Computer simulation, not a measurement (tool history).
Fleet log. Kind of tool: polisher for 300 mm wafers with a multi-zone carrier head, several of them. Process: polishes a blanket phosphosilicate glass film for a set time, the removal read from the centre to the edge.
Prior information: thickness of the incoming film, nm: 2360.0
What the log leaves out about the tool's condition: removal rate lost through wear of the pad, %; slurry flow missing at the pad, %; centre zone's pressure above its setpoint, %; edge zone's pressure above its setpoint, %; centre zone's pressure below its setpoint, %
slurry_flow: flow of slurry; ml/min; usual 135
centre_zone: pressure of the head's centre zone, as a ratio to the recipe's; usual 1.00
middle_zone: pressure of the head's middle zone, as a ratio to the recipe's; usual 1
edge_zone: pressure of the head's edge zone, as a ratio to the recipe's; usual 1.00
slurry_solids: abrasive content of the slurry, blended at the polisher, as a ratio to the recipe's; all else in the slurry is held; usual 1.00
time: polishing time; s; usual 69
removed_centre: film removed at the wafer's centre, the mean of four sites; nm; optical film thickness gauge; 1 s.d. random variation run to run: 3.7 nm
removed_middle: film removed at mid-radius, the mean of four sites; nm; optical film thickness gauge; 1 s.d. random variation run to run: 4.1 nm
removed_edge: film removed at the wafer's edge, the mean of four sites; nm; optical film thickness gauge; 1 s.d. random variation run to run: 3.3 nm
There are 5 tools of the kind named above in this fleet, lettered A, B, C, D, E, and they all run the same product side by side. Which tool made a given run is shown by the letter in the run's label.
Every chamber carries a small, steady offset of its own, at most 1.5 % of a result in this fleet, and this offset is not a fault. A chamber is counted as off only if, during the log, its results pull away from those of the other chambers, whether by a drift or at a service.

run	day	slurry_flow	centre_zone	middle_zone	edge_zone	slurry_solids	time	wafers polished on this pad	hours since the slurry nozzle was cleaned	hours since the centre zone pressure was calibrated	hours since the edge zone pressure was calibrated	removed_centre	removed_middle	removed_edge
1B	0.454	135	1.00	1	1.00	1.00	69	956	452.6	182.9	39.8	385.78	387.07	391.64
2D	0.812	135	1.00	1	1.00	1.00	69	228	144.3	289.2	296.8	385.67	383.80	389.43
3A	1.342	135	1.00	1	1.00	1.00	69	398	370.1	865.5	1099.9	395.85	387.58	387.04
# day 1.408: chamber B: slurry nozzle cleaned
# day 1.479: chamber C: worn pad replaced by a new one
# day 1.575: chamber E: slurry nozzle cleaned
# day 1.662: chamber E: centre zone pressure recalibrated
4E	1.800	135	1.00	1	1.00	1.00	69	260	5.4	3.4	425.5	388.48	396.34	388.94
5C	2.162	135	1.00	1	1.00	1.00	69	90	189.2	414.5	845.4	389.09	386.61	392.06
6B	2.750	135	1.00	1	1.00	1.00	69	1259	32.3	238.0	94.9	386.87	389.27	389.48
# day 2.938: chamber D: centre zone pressure recalibrated
7E	3.271	135	1.00	1	1.00	0.70	50	454	40.7	38.7	460.8	238.22	231.69	235.34
# day 3.300: chamber E: worn pad replaced by a new one
# day 3.450: chamber C: slurry nozzle cleaned
8A	3.842	135	1.00	1	1.00	0.70	50	729	430.1	925.5	1159.9	239.62	237.52	235.19
# day 4.042: chamber B: worn pad replaced by a new one
# day 4.125: chamber A: worn pad replaced by a new one
9D	4.271	135	1.00	1	1.00	0.70	50	685	227.3	32.1	379.8	240.51	237.08	236.66
10C	4.729	135	1.00	1	1.00	0.70	50	429	30.8	476.1	907.0	236.86	237.81	237.16
11C	5.329	135	1.00	1	1.00	0.70	50	509	45.2	490.5	921.4	233.92	239.22	237.59
# day 5.429: chamber D: worn pad replaced by a new one
12A	5.617	135	1.00	1	1.00	1.00	69	197	472.7	968.1	1202.5	396.85	398.60	387.90
13E	6.008	135	1.00	1	1.00	1.00	69	358	106.4	104.4	526.5	390.21	395.69	394.88
# day 6.192: chamber C: worn pad replaced by a new one
14B	6.317	120	1.00	1	0.95	1.00	69	301	117.9	323.6	180.5	382.47	383.60	371.66
# day 6.675: chamber E: worn pad replaced by a new one
15D	6.692	120	1.00	1	0.95	1.00	69	167	285.4	90.2	437.9	371.82	378.08	369.65
16B	7.212	120	1.00	1	0.95	1.00	69	419	139.4	345.1	202.0	378.84	380.96	379.30
17E	7.488	120	1.00	1	0.95	1.00	69	107	141.9	139.9	562.0	384.26	383.04	374.35
18C	7.808	120	1.00	1	0.95	1.00	69	214	104.7	550.0	980.9	383.96	383.98	379.95
19A	8.100	135	1.00	1	1.00	1.00	69	525	532.3	1027.7	1262.1	393.12	392.64	390.39
20D	8.450	135	1.00	1	1.00	1.00	69	399	327.6	132.4	480.1	386.13	374.53	383.55
21D	8.833	135	1.00	1	1.00	1.00	52	450	336.8	141.6	489.3	287.70	281.93	286.97
# day 9.088: chamber A: worn pad replaced by a new one
22C	9.171	135	1.00	1	1.00	1.00	52	394	137.4	582.7	1013.6	289.50	296.39	302.86
23E	9.475	135	1.00	1	1.00	1.00	52	370	189.6	187.6	609.7	295.47	295.21	294.43
24B	9.821	135	1.00	1	1.00	1.00	52	764	202.0	407.7	264.6	295.67	294.06	291.17
# day 9.933: chamber E: slurry nozzle cleaned
# day 10.067: chamber E: worn pad replaced by a new one
25A	10.417	135	1.00	1	1.00	1.00	52	176	587.9	1083.3	1317.7	293.17	299.89	294.18
26B	11.004	135	1.00	1	1.00	1.00	69	920	230.4	436.1	293.0	387.62	388.81	390.34
# day 11.171: chamber A: slurry nozzle cleaned
# day 11.279: chamber C: worn pad replaced by a new one
27A	11.321	135	1.00	1	1.00	1.00	69	295	3.7	1105.0	1339.4	393.29	385.87	392.62
28E	11.879	135	1.00	1	1.00	1.00	69	239	46.7	245.3	667.4	397.15	401.12	395.15
29D	12.454	135	1.00	1	1.00	1.00	69	928	423.7	228.5	576.2	372.04	370.83	375.99
30C	12.767	135	1.00	1	1.00	1.00	69	196	223.7	669.0	1099.9	387.64	390.50	396.52
# day 12.946: chamber D: worn pad replaced by a new one
# day 12.975: chamber A: centre zone pressure recalibrated
# day 13.154: chamber C: slurry nozzle cleaned
31C	13.246	135	1.11	1	1.00	0.85	69	260	2.2	680.5	1111.4	401.65	363.80	366.84
# day 13.558: chamber B: worn pad replaced by a new one
32A	13.800	135	1.11	1	1.00	0.85	69	623	63.2	19.8	1398.9	410.87	365.57	358.32
33E	14.188	135	1.11	1	1.00	0.85	69	545	102.1	300.7	722.8	408.61	366.17	359.76
34B	14.650	135	1.11	1	1.00	0.85	69	144	317.9	523.6	380.5	402.12	368.45	373.11
35D	15.150	135	1.11	1	1.00	0.85	69	291	488.4	293.2	640.9	372.82	336.46	343.63

Decide between three cases: one chamber stands off from its peers, the gauge reading all wafers drifts, or nothing is wrong past each chamber's small offset. Where a chamber is off, say which and what most likely put it there.

It is chamber D that slowly wanders off from its peers.
Most likely cause: slurry flow missing at the pad, % = 29.9.

Below are 4 candidate recipes for chamber D's next run, each the usual settings with a change, their results shown as question marks. Which of them brings D's results back in line with what the other chambers give on the usual settings?
In-line tolerance around the mean of the other chambers on the usual settings: removed_centre 13.00 nm; removed_middle 14.00 nm; removed_edge 11.00 nm
36D-1	15.592	145	1.03	1.04	0.97	1.05	78					?	?	?
36D-2	15.592	125	0.98	0.95	1.03	0.95	61					?	?	?
36D-3	15.592	130	0.99	0.98	1.01	1.00	65					?	?	?
36D-4	15.592	140	1.01	1.02	0.98	1.00	74					?	?	?

What the other chambers average on the usual settings: removed_centre 390.18 nm; removed_middle 392.50 nm; removed_edge 392.49 nm
run	removed_centre	removed_middle	removed_edge
36D-1	432.95	434.72	423.53
36D-2	290.93	286.37	317.62
36D-3	325.53	325.24	345.48
36D-4	388.89	392.69	392.84
It is 36D-4 that realigns the chamber with its peers.
